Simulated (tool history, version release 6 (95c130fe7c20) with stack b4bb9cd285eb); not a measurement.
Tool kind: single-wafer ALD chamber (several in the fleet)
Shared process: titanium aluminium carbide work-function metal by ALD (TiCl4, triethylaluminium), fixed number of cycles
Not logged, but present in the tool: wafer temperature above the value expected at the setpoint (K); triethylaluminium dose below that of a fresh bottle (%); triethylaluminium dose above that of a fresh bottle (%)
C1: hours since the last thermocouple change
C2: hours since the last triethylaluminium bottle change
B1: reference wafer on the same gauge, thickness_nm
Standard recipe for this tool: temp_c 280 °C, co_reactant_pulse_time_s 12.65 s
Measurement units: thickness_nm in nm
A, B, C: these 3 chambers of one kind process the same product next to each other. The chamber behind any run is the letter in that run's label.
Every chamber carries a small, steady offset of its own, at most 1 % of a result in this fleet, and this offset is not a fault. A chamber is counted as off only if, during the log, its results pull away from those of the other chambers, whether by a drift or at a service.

Run 1C, hour 4.9: usual settings; C1 1219.5; C2 378; B1 1.7309. Result: thickness_nm 1.8779 nm.
Run 2A, hour 14.6: usual settings; C1 1018.1; C2 289.1; B1 1.7297. Result: thickness_nm 1.8577 nm.
Run 3B, hour 25.7: usual settings; C1 1159; C2 259.5; B1 1.73. Result: thickness_nm 1.8756 nm.
Run 4A, hour 36.3: usual settings; C1 1039.8; C2 310.8; B1 1.7298. Result: thickness_nm 1.8426 nm.
Run 5B, hour 41.9: usual settings; C1 1175.2; C2 275.7; B1 1.7299. Result: thickness_nm 1.8782 nm.
Run 6C, hour 51: usual settings; C1 1265.6; C2 424.1; B1 1.7308. Result: thickness_nm 1.8792 nm.
Run 7B, hour 58.7: usual settings; C1 1192; C2 292.5; B1 1.7298. Result: thickness_nm 1.8774 nm.
At hour 62.9: chamber B: thermocouple changed; heater temperature recalibrated.
Run 8A, hour 67.5: usual settings; C1 1071; C2 342; B1 1.7303. Result: thickness_nm 1.8513 nm.
Run 9C, hour 77.3: usual settings; C1 1291.9; C2 450.4; B1 1.7306. Result: thickness_nm 1.8844 nm.
Run 10A, hour 86.4: usual settings; C1 1089.9; C2 360.9; B1 1.7297. Result: thickness_nm 1.8502 nm.
Run 11C, hour 92.7: usual settings; C1 1307.3; C2 465.8; B1 1.7305. Result: thickness_nm 1.8804 nm.
Run 12B, hour 103.4: usual settings but temp_c 284 °C, co_reactant_pulse_time_s 9.58 s; C1 40.6; C2 337.2; B1 1.73. Result: thickness_nm 1.8678 nm.
Run 13B, hour 112.7: usual settings but temp_c 284 °C, co_reactant_pulse_time_s 9.58 s; C1 49.9; C2 346.5; B1 1.7293. Result: thickness_nm 1.8704 nm.
Run 14A, hour 117.6: usual settings but temp_c 284 °C, co_reactant_pulse_time_s 9.58 s; C1 1121.1; C2 392.1; B1 1.7295. Result: thickness_nm 1.8149 nm.
Run 15C, hour 126.6: usual settings; C1 1341.2; C2 499.7; B1 1.7303. Result: thickness_nm 1.8786 nm.
Run 16B, hour 136.7: usual settings but co_reactant_pulse_time_s 16.01 s; C1 73.9; C2 370.5; B1 1.7302. Result: thickness_nm 1.8964 nm.
Run 17C, hour 144.2: usual settings but co_reactant_pulse_time_s 16.01 s; C1 1358.8; C2 517.3; B1 1.7296. Result: thickness_nm 1.8928 nm.
Run 18A, hour 149.1: usual settings but co_reactant_pulse_time_s 16.01 s; C1 1152.6; C2 423.6; B1 1.7313. Result: thickness_nm 1.8582 nm.
Run 19B, hour 158.3: usual settings; C1 95.5; C2 392.1; B1 1.7313. Result: thickness_nm 1.8842 nm.
Run 20A, hour 166.6: usual settings but co_reactant_pulse_time_s 10.99 s; C1 1170.1; C2 441.1; B1 1.7304. Result: thickness_nm 1.8028 nm.
Run 21C, hour 173.4: usual settings but co_reactant_pulse_time_s 10.99 s; C1 1388; C2 546.5; B1 1.7298. Result: thickness_nm 1.8639 nm.
Run 22C, hour 179.6: usual settings but co_reactant_pulse_time_s 10.99 s; C1 1394.2; C2 552.7; B1 1.7301. Result: thickness_nm 1.863 nm.
Run 23A, hour 189.7: usual settings but co_reactant_pulse_time_s 17.15 s; C1 1193.2; C2 464.2; B1 1.7299. Result: thickness_nm 1.8591 nm.
Run 24B, hour 194.7: usual settings but co_reactant_pulse_time_s 17.15 s; C1 131.9; C2 428.5; B1 1.731. Result: thickness_nm 1.8985 nm.
Run 25C, hour 201.1: usual settings but co_reactant_pulse_time_s 17.15 s; C1 1415.7; C2 574.2; B1 1.7292. Result: thickness_nm 1.897 nm.
Run 26A, hour 206.8: usual settings; C1 1210.3; C2 481.3; B1 1.7297. Result: thickness_nm 1.813 nm.
Run 27B, hour 212.3: usual settings; C1 149.5; C2 446.1; B1 1.7301. Result: thickness_nm 1.8822 nm.
Run 28B, hour 218.1: usual settings; C1 155.3; C2 451.9; B1 1.7296. Result: thickness_nm 1.8847 nm.
Run 29C, hour 224.1: usual settings but temp_c 288 °C; C1 1438.7; C2 597.2; B1 1.7288. Result: thickness_nm 1.9506 nm.
Run 30A, hour 233.7: usual settings but temp_c 288 °C; C1 1237.2; C2 508.2; B1 1.7293. Result: thickness_nm 1.8686 nm.
Run 31C, hour 240.1: usual settings but temp_c 288 °C; C1 1454.7; C2 613.2; B1 1.731. Result: thickness_nm 1.9523 nm.

The same settings go to every chamber for the next run, one line per chamber below. Forecast the results for each:
Run 32A, hour 248.1: usual settings but temp_c 291 °C. Result: thickness_nm ?.
Run 32B, hour 248.1: usual settings but temp_c 291 °C. Result: thickness_nm ?.
Run 32C, hour 248.1: usual settings but temp_c 291 °C. Result: thickness_nm ?.

run  thickness_nm
32A        1.8875
32B        1.9892
32C        1.9804

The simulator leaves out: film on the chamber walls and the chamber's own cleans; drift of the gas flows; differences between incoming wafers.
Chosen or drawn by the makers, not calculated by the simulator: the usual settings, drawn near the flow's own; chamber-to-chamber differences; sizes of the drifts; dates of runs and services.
